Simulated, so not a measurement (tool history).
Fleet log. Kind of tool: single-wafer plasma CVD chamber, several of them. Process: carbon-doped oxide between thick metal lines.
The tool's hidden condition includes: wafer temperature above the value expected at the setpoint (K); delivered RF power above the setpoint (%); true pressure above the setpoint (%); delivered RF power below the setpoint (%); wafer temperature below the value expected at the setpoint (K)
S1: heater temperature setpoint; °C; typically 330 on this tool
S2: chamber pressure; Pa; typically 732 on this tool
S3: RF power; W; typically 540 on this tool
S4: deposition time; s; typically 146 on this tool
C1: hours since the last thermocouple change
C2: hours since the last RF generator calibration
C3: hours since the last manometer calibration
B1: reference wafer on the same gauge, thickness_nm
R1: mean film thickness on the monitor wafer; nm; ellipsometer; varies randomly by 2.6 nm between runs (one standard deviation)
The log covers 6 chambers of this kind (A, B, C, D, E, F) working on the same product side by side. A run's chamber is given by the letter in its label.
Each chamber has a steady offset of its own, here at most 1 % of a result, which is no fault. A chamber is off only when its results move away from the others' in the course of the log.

| run | day | S1 | S2 | S3 | S4 | C1 | C2 | C3 | B1 | R1 |
|---|---|---|---|---|---|---|---|---|---|---|
| 1C | 0.479 | 330 | 732 | 540 | 146 | 2168.4 | 1114.4 | 409.4 | 916.27 | 828.42 |
| 2E | 0.979 | 330 | 732 | 540 | 146 | 1427.9 | 466.2 | 74.5 | 915.98 | 831.29 |
| 3D | 1.354 | 330 | 732 | 540 | 146 | 2709.5 | 124.4 | 546.7 | 915.9 | 829.58 |
| 4A | 1.758 | 330 | 732 | 540 | 146 | 2016.6 | 185.6 | 2301.8 | 915.49 | 826.62 |
| 5F | 2.212 | 330 | 732 | 540 | 146 | 112.7 | 1188.1 | 2320.1 | 916.22 | 834.72 |
| 6B | 2.571 | 330 | 732 | 540 | 146 | 1517.1 | 839 | 1574 | 915.75 | 832.16 |
|  | 2.721 | chamber F: RF generator calibrated |
|  | 2.738 | chamber D: thermocouple changed; heater temperature recalibrated |
|  | 2.917 | chamber F: capacitance manometer re-zeroed and calibrated |
| 7C | 3.062 | 330 | 732 | 540 | 146 | 2230.4 | 1176.4 | 471.4 | 916.2 | 827.88 |
| 8F | 3.408 | 330 | 732 | 540 | 134 | 141.4 | 16.5 | 11.8 | 916.48 | 762.67 |
| 9E | 3.662 | 330 | 732 | 540 | 134 | 1492.3 | 530.6 | 138.9 | 915.22 | 767.22 |
| 10B | 4.021 | 330 | 732 | 540 | 134 | 1551.9 | 873.8 | 1608.8 | 915.49 | 759.76 |
|  | 4.133 | chamber A: thermocouple changed; heater temperature recalibrated |
| 11D | 4.521 | 330 | 732 | 540 | 134 | 42.9 | 200.4 | 622.7 | 915.19 | 755.76 |
| 12A | 5.029 | 330 | 732 | 540 | 134 | 21.6 | 264.1 | 2380.3 | 915.75 | 763.43 |
| 13C | 5.429 | 330 | 732 | 540 | 134 | 2287.2 | 1233.2 | 528.2 | 916.35 | 761.77 |
| 14F | 5.725 | 330 | 732 | 540 | 146 | 197 | 72.1 | 67.4 | 916.53 | 828.7 |
| 15B | 6.05 | 330 | 732 | 540 | 146 | 1600.6 | 922.5 | 1657.5 | 916.37 | 831.08 |
| 16D | 6.354 | 330 | 732 | 540 | 146 | 86.9 | 244.4 | 666.7 | 916.84 | 829.19 |
| 17A | 6.654 | 330 | 732 | 540 | 146 | 60.6 | 303.1 | 2419.3 | 916.47 | 826.22 |
| 18E | 6.958 | 330 | 732 | 540 | 155 | 1571.4 | 609.7 | 218 | 914.99 | 887.55 |
| 19E | 7.421 | 330 | 732 | 540 | 155 | 1582.5 | 620.8 | 229.1 | 915.3 | 889.68 |
| 20B | 7.767 | 330 | 732 | 540 | 155 | 1641.8 | 963.7 | 1698.7 | 916.76 | 883.7 |
| 21D | 8.067 | 330 | 732 | 540 | 155 | 128 | 285.5 | 707.8 | 916.53 | 883.93 |
| 22F | 8.362 | 330 | 732 | 540 | 155 | 260.3 | 135.4 | 130.7 | 915.67 | 883.01 |
| 23A | 8.654 | 330 | 732 | 540 | 155 | 108.6 | 351.1 | 2467.3 | 916.65 | 884.9 |
|  | 8.692 | chamber B: RF generator calibrated |
| 24C | 9.021 | 330 | 732 | 540 | 146 | 2373.4 | 1319.4 | 614.4 | 915.55 | 828.95 |
| 25C | 9.425 | 330 | 732 | 540 | 146 | 2383.1 | 1329.1 | 624.1 | 915.98 | 832.54 |
| 26F | 9.646 | 330 | 732 | 540 | 146 | 291.1 | 166.2 | 161.5 | 915.71 | 833.32 |
| 27A | 10.1 | 343 | 732 | 540 | 158 | 143.3 | 385.8 | 2502 | 915.9 | 866.29 |
| 28B | 10.471 | 343 | 732 | 540 | 158 | 1706.7 | 42.8 | 1763.6 | 916.3 | 868.23 |
| 29D | 10.858 | 343 | 732 | 540 | 158 | 195 | 352.5 | 774.8 | 915.76 | 861.76 |
| 30E | 11.079 | 343 | 732 | 540 | 158 | 1670.3 | 708.6 | 316.9 | 916.67 | 870.92 |
| 31F | 11.492 | 343 | 732 | 540 | 158 | 335.4 | 210.5 | 205.8 | 915.22 | 872.04 |
|  | 11.554 | chamber E: RF generator calibrated |
| 32D | 11.825 | 343 | 732 | 540 | 158 | 218.2 | 375.7 | 798 | 916 | 856.65 |
| 33A | 12.292 | 330 | 732 | 540 | 146 | 195.9 | 438.4 | 2554.6 | 916.12 | 827.84 |
|  | 12.496 | chamber C: thermocouple changed; heater temperature recalibrated |
| 34E | 12.567 | 330 | 732 | 540 | 146 | 1706 | 24.4 | 352.6 | 915.89 | 837.64 |
| 35B | 12.821 | 330 | 732 | 540 | 146 | 1763.1 | 99.2 | 1820 | 916.36 | 830.89 |
| 36C | 13.221 | 330 | 732 | 540 | 146 | 17.5 | 1420.2 | 715.2 | 916.34 | 828.99 |

Does one chamber stand apart from the rest, does the shared gauge drift, or is all well apart from small per-chamber offsets? Give the chamber and the most likely cause, where there is one.

Neither any chamber nor the gauge drifts; the chambers differ only by their own small, steady offsets.
